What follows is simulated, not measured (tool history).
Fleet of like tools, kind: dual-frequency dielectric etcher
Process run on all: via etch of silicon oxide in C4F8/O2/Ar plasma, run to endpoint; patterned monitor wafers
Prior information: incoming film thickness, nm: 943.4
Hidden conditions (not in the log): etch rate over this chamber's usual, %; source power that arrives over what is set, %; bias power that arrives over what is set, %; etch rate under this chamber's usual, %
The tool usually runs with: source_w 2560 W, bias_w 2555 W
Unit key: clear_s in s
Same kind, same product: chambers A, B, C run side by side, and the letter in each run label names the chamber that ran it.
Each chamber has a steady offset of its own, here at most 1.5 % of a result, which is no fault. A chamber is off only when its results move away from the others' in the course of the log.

| run | day | source_w | bias_w | hours since the last wet clean | hours since the last source power generator calibration | hours since the last bias power generator calibration | clear_s |
|---|---|---|---|---|---|---|---|
| 1A | 0.329 | 2560 | 2555 | 344.6 | 2042.9 | 2113.6 | 159.07 |
| 2C | 0.738 | 2560 | 2555 | 333 | 261.1 | 429.6 | 156.83 |
| 3B | 1.062 | 2560 | 2555 | 220.1 | 569.7 | 621.8 | 156.54 |
|  | 1.262 | chamber A: wet clean of the chamber |
| 4A | 1.492 | 2560 | 2555 | 5.5 | 2070.8 | 2141.5 | 157.8 |
| 5B | 1.933 | 2560 | 2041 | 241 | 590.6 | 642.7 | 167.76 |
| 6C | 2.346 | 2560 | 2041 | 371.6 | 299.7 | 468.2 | 167.16 |
| 7B | 2.621 | 2560 | 2041 | 257.5 | 607.1 | 659.2 | 168.18 |
| 8C | 3.138 | 2560 | 2555 | 390.6 | 318.7 | 487.2 | 156.8 |
|  | 3.2 | chamber A: bias power generator calibrated |
| 9A | 3.617 | 2860 | 3125 | 56.5 | 2121.8 | 10.1 | 142.58 |
| 10C | 3.983 | 2860 | 3125 | 410.9 | 339 | 507.5 | 140.93 |
| 11A | 4.371 | 2860 | 3125 | 74.6 | 2139.9 | 28.2 | 142.49 |
| 12B | 4.654 | 2560 | 2555 | 306.3 | 655.9 | 708 | 158.64 |
| 13A | 5.05 | 2560 | 2555 | 90.9 | 2156.2 | 44.5 | 158.14 |
| 14B | 5.3 | 2560 | 2555 | 321.8 | 671.4 | 723.5 | 159.83 |
| 15C | 5.612 | 2560 | 2555 | 450 | 378.1 | 546.6 | 156.44 |
| 16C | 5.892 | 2560 | 2555 | 456.7 | 384.8 | 553.3 | 157.21 |
| 17B | 6.154 | 2560 | 2555 | 342.3 | 691.9 | 744 | 160.82 |
| 18A | 6.479 | 2560 | 2555 | 125.2 | 2190.5 | 78.8 | 158.22 |
| 19C | 6.825 | 2560 | 2555 | 479.1 | 407.2 | 575.7 | 156.71 |
| 20B | 7.304 | 2560 | 2555 | 369.9 | 719.5 | 771.6 | 161.97 |
| 21A | 7.567 | 2560 | 2555 | 151.3 | 2216.6 | 104.9 | 158.86 |
| 22C | 7.871 | 2560 | 2555 | 504.2 | 432.3 | 600.8 | 157.41 |

Predict what each chamber gives when all 3 of them run the settings below next.
| 23A | 8.267 | 2560 | 2915 |  |  |  | ? |
| 23B | 8.267 | 2560 | 2915 |  |  |  | ? |
| 23C | 8.267 | 2560 | 2915 |  |  |  | ? |

| run | clear_s |
|---|---|
| 23A | 152.83 |
| 23B | 157.09 |
| 23C | 150.91 |

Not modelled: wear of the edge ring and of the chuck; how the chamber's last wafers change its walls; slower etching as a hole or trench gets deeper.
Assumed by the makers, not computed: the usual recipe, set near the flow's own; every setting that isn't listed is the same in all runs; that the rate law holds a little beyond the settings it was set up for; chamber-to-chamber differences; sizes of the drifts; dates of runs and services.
